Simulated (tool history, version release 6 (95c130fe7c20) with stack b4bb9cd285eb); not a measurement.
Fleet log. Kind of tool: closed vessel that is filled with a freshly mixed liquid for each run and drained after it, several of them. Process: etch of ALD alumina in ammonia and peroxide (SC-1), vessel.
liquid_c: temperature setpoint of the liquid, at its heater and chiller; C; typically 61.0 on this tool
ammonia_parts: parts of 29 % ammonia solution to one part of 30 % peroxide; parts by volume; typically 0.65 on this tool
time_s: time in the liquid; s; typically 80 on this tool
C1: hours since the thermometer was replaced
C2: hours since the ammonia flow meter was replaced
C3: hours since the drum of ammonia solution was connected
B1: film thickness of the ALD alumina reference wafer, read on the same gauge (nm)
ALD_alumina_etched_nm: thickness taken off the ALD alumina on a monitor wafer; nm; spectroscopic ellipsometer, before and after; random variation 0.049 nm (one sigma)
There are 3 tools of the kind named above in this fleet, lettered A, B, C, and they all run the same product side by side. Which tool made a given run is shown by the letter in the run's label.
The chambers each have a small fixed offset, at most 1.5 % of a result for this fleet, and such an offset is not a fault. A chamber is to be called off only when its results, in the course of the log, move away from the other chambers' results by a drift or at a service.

{"run": "1C", "hour": 5.5, "liquid_c": 61.0, "ammonia_parts": 0.65, "time_s": 80, "C1": 2550.0, "C2": 523.4, "C3": 334.1, "B1": 130.0, "ALD_alumina_etched_nm": 5.6271}
{"run": "2B", "hour": 9.9, "liquid_c": 61.0, "ammonia_parts": 0.65, "time_s": 80, "C1": 330.5, "C2": 215.4, "C3": 631.0, "B1": 130.02, "ALD_alumina_etched_nm": 5.6408}
{"run": "3A", "hour": 14.9, "liquid_c": 61.0, "ammonia_parts": 0.65, "time_s": 80, "C1": 300.3, "C2": 289.1, "C3": 184.5, "B1": 129.99, "ALD_alumina_etched_nm": 5.6904}
{"run": "4A", "hour": 18.5, "liquid_c": 61.0, "ammonia_parts": 0.65, "time_s": 80, "C1": 303.9, "C2": 292.7, "C3": 188.1, "B1": 129.99, "ALD_alumina_etched_nm": 5.6392}
{"run": "5B", "hour": 21.7, "liquid_c": 61.0, "ammonia_parts": 0.8, "time_s": 50, "C1": 342.3, "C2": 227.2, "C3": 642.8, "B1": 130.02, "ALD_alumina_etched_nm": 3.6795}
{"run": "6C", "hour": 26.3, "liquid_c": 61.0, "ammonia_parts": 0.8, "time_s": 50, "C1": 2570.8, "C2": 544.2, "C3": 354.9, "B1": 129.99, "ALD_alumina_etched_nm": 3.5047}
{"run": "7B", "hour": 29.1, "liquid_c": 61.0, "ammonia_parts": 0.8, "time_s": 50, "C1": 349.7, "C2": 234.6, "C3": 650.2, "B1": 130.0, "ALD_alumina_etched_nm": 3.6417}
{"run": "8A", "hour": 31.5, "liquid_c": 61.0, "ammonia_parts": 0.65, "time_s": 80, "C1": 316.9, "C2": 305.7, "C3": 201.1, "B1": 130.0, "ALD_alumina_etched_nm": 5.5508}
{"run": "9C", "hour": 35.5, "liquid_c": 68.0, "ammonia_parts": 0.85, "time_s": 80, "C1": 2580.0, "C2": 553.4, "C3": 364.1, "B1": 130.0, "ALD_alumina_etched_nm": 8.1649}
{"run": "10B", "hour": 38.0, "liquid_c": 68.0, "ammonia_parts": 0.85, "time_s": 80, "C1": 358.6, "C2": 243.5, "C3": 659.1, "B1": 130.0, "ALD_alumina_etched_nm": 8.3967}
{"run": "11A", "hour": 40.4, "liquid_c": 68.0, "ammonia_parts": 0.85, "time_s": 80, "C1": 325.8, "C2": 314.6, "C3": 210.0, "B1": 130.0, "ALD_alumina_etched_nm": 8.021}
{"run": "12C", "hour": 45.3, "liquid_c": 61.0, "ammonia_parts": 0.65, "time_s": 80, "C1": 2589.8, "C2": 563.2, "C3": 373.9, "B1": 130.01, "ALD_alumina_etched_nm": 5.5033}
{"run": "13B", "hour": 48.2, "liquid_c": 61.0, "ammonia_parts": 0.65, "time_s": 80, "C1": 368.8, "C2": 253.7, "C3": 669.3, "B1": 130.0, "ALD_alumina_etched_nm": 5.7425}
{"run": "14A", "hour": 52.3, "liquid_c": 61.0, "ammonia_parts": 0.65, "time_s": 80, "C1": 337.7, "C2": 326.5, "C3": 221.9, "B1": 129.98, "ALD_alumina_etched_nm": 5.4996}
{"run": "15C", "hour": 56.6, "liquid_c": 61.0, "ammonia_parts": 0.65, "time_s": 80, "C1": 2601.1, "C2": 574.5, "C3": 385.2, "B1": 129.98, "ALD_alumina_etched_nm": 5.6306}
{"run": "16C", "hour": 59.6, "liquid_c": 61.0, "ammonia_parts": 0.65, "time_s": 80, "C1": 2604.1, "C2": 577.5, "C3": 388.2, "B1": 130.0, "ALD_alumina_etched_nm": 5.6088}
{"run": "17A", "hour": 65.0, "liquid_c": 61.0, "ammonia_parts": 0.65, "time_s": 80, "C1": 350.4, "C2": 339.2, "C3": 234.6, "B1": 130.01, "ALD_alumina_etched_nm": 5.366}
{"run": "18B", "hour": 68.8, "liquid_c": 61.0, "ammonia_parts": 0.65, "time_s": 80, "C1": 389.4, "C2": 274.3, "C3": 689.9, "B1": 129.98, "ALD_alumina_etched_nm": 5.6983}
{"run": "19A", "hour": 71.8, "liquid_c": 61.0, "ammonia_parts": 0.65, "time_s": 80, "C1": 357.2, "C2": 346.0, "C3": 241.4, "B1": 129.99, "ALD_alumina_etched_nm": 5.3997}
{"run": "20B", "hour": 75.8, "liquid_c": 61.0, "ammonia_parts": 0.65, "time_s": 80, "C1": 396.4, "C2": 281.3, "C3": 696.9, "B1": 129.98, "ALD_alumina_etched_nm": 5.7316}
{"run": "21C", "hour": 80.9, "liquid_c": 61.0, "ammonia_parts": 0.65, "time_s": 80, "C1": 2625.4, "C2": 598.8, "C3": 409.5, "B1": 130.01, "ALD_alumina_etched_nm": 5.6004}
{"run": "22B", "hour": 84.9, "liquid_c": 61.0, "ammonia_parts": 0.65, "time_s": 80, "C1": 405.5, "C2": 290.4, "C3": 706.0, "B1": 130.01, "ALD_alumina_etched_nm": 5.6026}
{"run": "23C", "hour": 90.2, "liquid_c": 61.0, "ammonia_parts": 0.65, "time_s": 80, "C1": 2634.7, "C2": 608.1, "C3": 418.8, "B1": 129.99, "ALD_alumina_etched_nm": 5.5614}
{"run": "24A", "hour": 95.4, "liquid_c": 61.0, "ammonia_parts": 0.65, "time_s": 80, "C1": 380.8, "C2": 369.6, "C3": 265.0, "B1": 130.02, "ALD_alumina_etched_nm": 5.2452}
{"run": "25C", "hour": 100.1, "liquid_c": 61.0, "ammonia_parts": 0.65, "time_s": 80, "C1": 2644.6, "C2": 618.0, "C3": 428.7, "B1": 130.0, "ALD_alumina_etched_nm": 5.5965}
{"run": "26B", "hour": 102.6, "liquid_c": 61.0, "ammonia_parts": 0.65, "time_s": 80, "C1": 423.2, "C2": 308.1, "C3": 723.7, "B1": 130.02, "ALD_alumina_etched_nm": 5.6748}
{"run": "27A", "hour": 105.8, "liquid_c": 61.0, "ammonia_parts": 0.65, "time_s": 80, "C1": 391.2, "C2": 380.0, "C3": 275.4, "B1": 130.01, "ALD_alumina_etched_nm": 5.2184}
{"run": "28C", "hour": 110.6, "liquid_c": 61.0, "ammonia_parts": 0.65, "time_s": 80, "C1": 2655.1, "C2": 628.5, "C3": 439.2, "B1": 129.98, "ALD_alumina_etched_nm": 5.5695}
{"run": "29A", "hour": 113.4, "liquid_c": 61.0, "ammonia_parts": 0.65, "time_s": 80, "C1": 398.8, "C2": 387.6, "C3": 283.0, "B1": 130.0, "ALD_alumina_etched_nm": 5.2259}
{"run": "30B", "hour": 116.3, "liquid_c": 61.0, "ammonia_parts": 0.65, "time_s": 80, "C1": 436.9, "C2": 321.8, "C3": 737.4, "B1": 130.01, "ALD_alumina_etched_nm": 5.7452}
{"run": "31B", "hour": 121.6, "liquid_c": 61.0, "ammonia_parts": 0.65, "time_s": 80, "C1": 442.2, "C2": 327.1, "C3": 742.7, "B1": 129.97, "ALD_alumina_etched_nm": 5.7068}
{"run": "32A", "hour": 124.1, "liquid_c": 61.0, "ammonia_parts": 0.65, "time_s": 80, "C1": 409.5, "C2": 398.3, "C3": 293.7, "B1": 129.99, "ALD_alumina_etched_nm": 5.2228}
{"run": "33C", "hour": 129.0, "liquid_c": 66.5, "ammonia_parts": 0.65, "time_s": 120, "C1": 2673.5, "C2": 646.9, "C3": 457.6, "B1": 129.99, "ALD_alumina_etched_nm": 11.026}

All chambers now run identical settings, listed one chamber a line with results as question marks. What results will each chamber show?
{"run": "34A", "hour": 132.9, "liquid_c": 61.0, "ammonia_parts": 0.65, "time_s": 80, "ALD_alumina_etched_nm": "?"}
{"run": "34B", "hour": 132.9, "liquid_c": 61.0, "ammonia_parts": 0.65, "time_s": 80, "ALD_alumina_etched_nm": "?"}
{"run": "34C", "hour": 132.9, "liquid_c": 61.0, "ammonia_parts": 0.65, "time_s": 80, "ALD_alumina_etched_nm": "?"}

run=34A ALD_alumina_etched_nm=5.1058
run=34B ALD_alumina_etched_nm=5.6946
run=34C ALD_alumina_etched_nm=5.6086
